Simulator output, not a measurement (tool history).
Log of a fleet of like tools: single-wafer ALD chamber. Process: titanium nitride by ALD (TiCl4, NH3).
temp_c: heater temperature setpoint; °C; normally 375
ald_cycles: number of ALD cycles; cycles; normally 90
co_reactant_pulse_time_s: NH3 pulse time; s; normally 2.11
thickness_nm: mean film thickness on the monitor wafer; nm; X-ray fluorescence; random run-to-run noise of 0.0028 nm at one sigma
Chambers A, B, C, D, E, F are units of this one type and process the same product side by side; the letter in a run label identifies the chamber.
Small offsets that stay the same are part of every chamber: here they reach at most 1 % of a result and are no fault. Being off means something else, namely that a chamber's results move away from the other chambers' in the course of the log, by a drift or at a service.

| run | hour | temp_c | ald_cycles | co_reactant_pulse_time_s | hours since the last thermocouple change | read-back reference wafer on the same gauge, thickness_nm | thickness_nm |
|---|---|---|---|---|---|---|---|
| 1A | 9.9 | 375 | 90 | 2.11 | 1304.6 | 2.2200 | 1.9442 |
| 2E | 19.1 | 375 | 90 | 2.11 | 828.1 | 2.2201 | 1.9567 |
|  | 19.6 | chamber E: thermocouple changed; heater temperature recalibrated |
| 3D | 29.8 | 375 | 90 | 2.11 | 536.5 | 2.2206 | 1.9486 |
| 4C | 42.0 | 375 | 90 | 2.11 | 457.1 | 2.2209 | 1.9374 |
| 5B | 55.1 | 380 | 99 | 2.11 | 827.2 | 2.2216 | 2.1500 |
| 6F | 66.9 | 380 | 99 | 2.11 | 498.7 | 2.2222 | 2.1363 |
| 7E | 77.0 | 380 | 99 | 2.11 | 57.5 | 2.2227 | 2.1637 |
| 8F | 92.3 | 380 | 99 | 2.11 | 524.1 | 2.2228 | 2.1318 |
| 9A | 102.4 | 380 | 99 | 2.11 | 1397.1 | 2.2229 | 2.1536 |
| 10B | 113.4 | 380 | 99 | 2.11 | 885.5 | 2.2228 | 2.1525 |
| 11D | 127.7 | 382 | 104 | 2.11 | 634.4 | 2.2236 | 2.2668 |
| 12C | 135.4 | 382 | 104 | 2.11 | 550.5 | 2.2231 | 2.2525 |
|  | 150.0 | chamber A: thermocouple changed; heater temperature recalibrated |
| 13C | 151.1 | 382 | 104 | 2.11 | 566.2 | 2.2240 | 2.2582 |
| 14E | 158.5 | 382 | 104 | 2.11 | 139.0 | 2.2240 | 2.2805 |
| 15D | 172.2 | 382 | 104 | 2.11 | 678.9 | 2.2247 | 2.2625 |
| 16F | 187.5 | 382 | 104 | 2.11 | 619.3 | 2.2257 | 2.2497 |
| 17B | 197.8 | 389 | 75 | 2.11 | 969.9 | 2.2248 | 1.6421 |
| 18A | 211.1 | 389 | 75 | 2.11 | 61.1 | 2.2266 | 1.6450 |
| 19C | 220.7 | 389 | 75 | 2.11 | 635.8 | 2.2261 | 1.6429 |
| 20D | 232.8 | 389 | 75 | 2.11 | 739.5 | 2.2272 | 1.6473 |
| 21B | 247.2 | 389 | 75 | 2.11 | 1019.3 | 2.2263 | 1.6435 |
| 22F | 259.7 | 389 | 75 | 2.11 | 691.5 | 2.2278 | 1.6368 |
| 23E | 268.5 | 375 | 90 | 2.11 | 249.0 | 2.2277 | 1.9637 |
| 24A | 277.0 | 367 | 90 | 2.47 | 127.0 | 2.2275 | 1.9511 |
| 25B | 287.0 | 367 | 90 | 2.47 | 1059.1 | 2.2281 | 1.9401 |
| 26D | 294.4 | 367 | 90 | 2.47 | 801.1 | 2.2280 | 1.9406 |
| 27E | 301.3 | 367 | 90 | 2.47 | 281.8 | 2.2275 | 1.9641 |
| 28C | 315.4 | 367 | 90 | 2.47 | 730.5 | 2.2280 | 1.9380 |
| 29F | 326.3 | 367 | 90 | 2.47 | 758.1 | 2.2290 | 1.9343 |
| 30A | 341.8 | 375 | 90 | 2.11 | 191.8 | 2.2287 | 1.9559 |
| 31D | 355.0 | 375 | 73 | 2.45 | 861.7 | 2.2294 | 1.5983 |
| 32E | 369.3 | 375 | 73 | 2.45 | 349.8 | 2.2294 | 1.6073 |
| 33A | 383.0 | 375 | 73 | 2.45 | 233.0 | 2.2308 | 1.5992 |
| 34C | 390.9 | 375 | 73 | 2.45 | 806.0 | 2.2302 | 1.5923 |
| 35B | 399.7 | 375 | 73 | 2.45 | 1171.8 | 2.2307 | 1.5949 |
| 36F | 413.6 | 375 | 73 | 2.45 | 845.4 | 2.2318 | 1.5888 |
| 37D | 429.4 | 375 | 90 | 2.11 | 936.1 | 2.2319 | 1.9589 |
| 38A | 436.8 | 375 | 90 | 2.11 | 286.8 | 2.2317 | 1.9605 |
| 39C | 447.4 | 375 | 84 | 2.11 | 862.5 | 2.2330 | 1.8191 |
| 40B | 463.0 | 375 | 84 | 2.11 | 1235.1 | 2.2328 | 1.8227 |

The same settings go to every chamber for the next run, one line per chamber below. Forecast the results for each:
| 41A | 474.3 | 364 | 90 | 2.11 |  |  | ? |
| 41B | 474.3 | 364 | 90 | 2.11 |  |  | ? |
| 41C | 474.3 | 364 | 90 | 2.11 |  |  | ? |
| 41D | 474.3 | 364 | 90 | 2.11 |  |  | ? |
| 41E | 474.3 | 364 | 90 | 2.11 |  |  | ? |
| 41F | 474.3 | 364 | 90 | 2.11 |  |  | ? |

| run | thickness_nm |
|---|---|
| 41A | 1.9230 |
| 41B | 1.9114 |
| 41C | 1.9140 |
| 41D | 1.9194 |
| 41E | 1.9294 |
| 41F | 1.9025 |
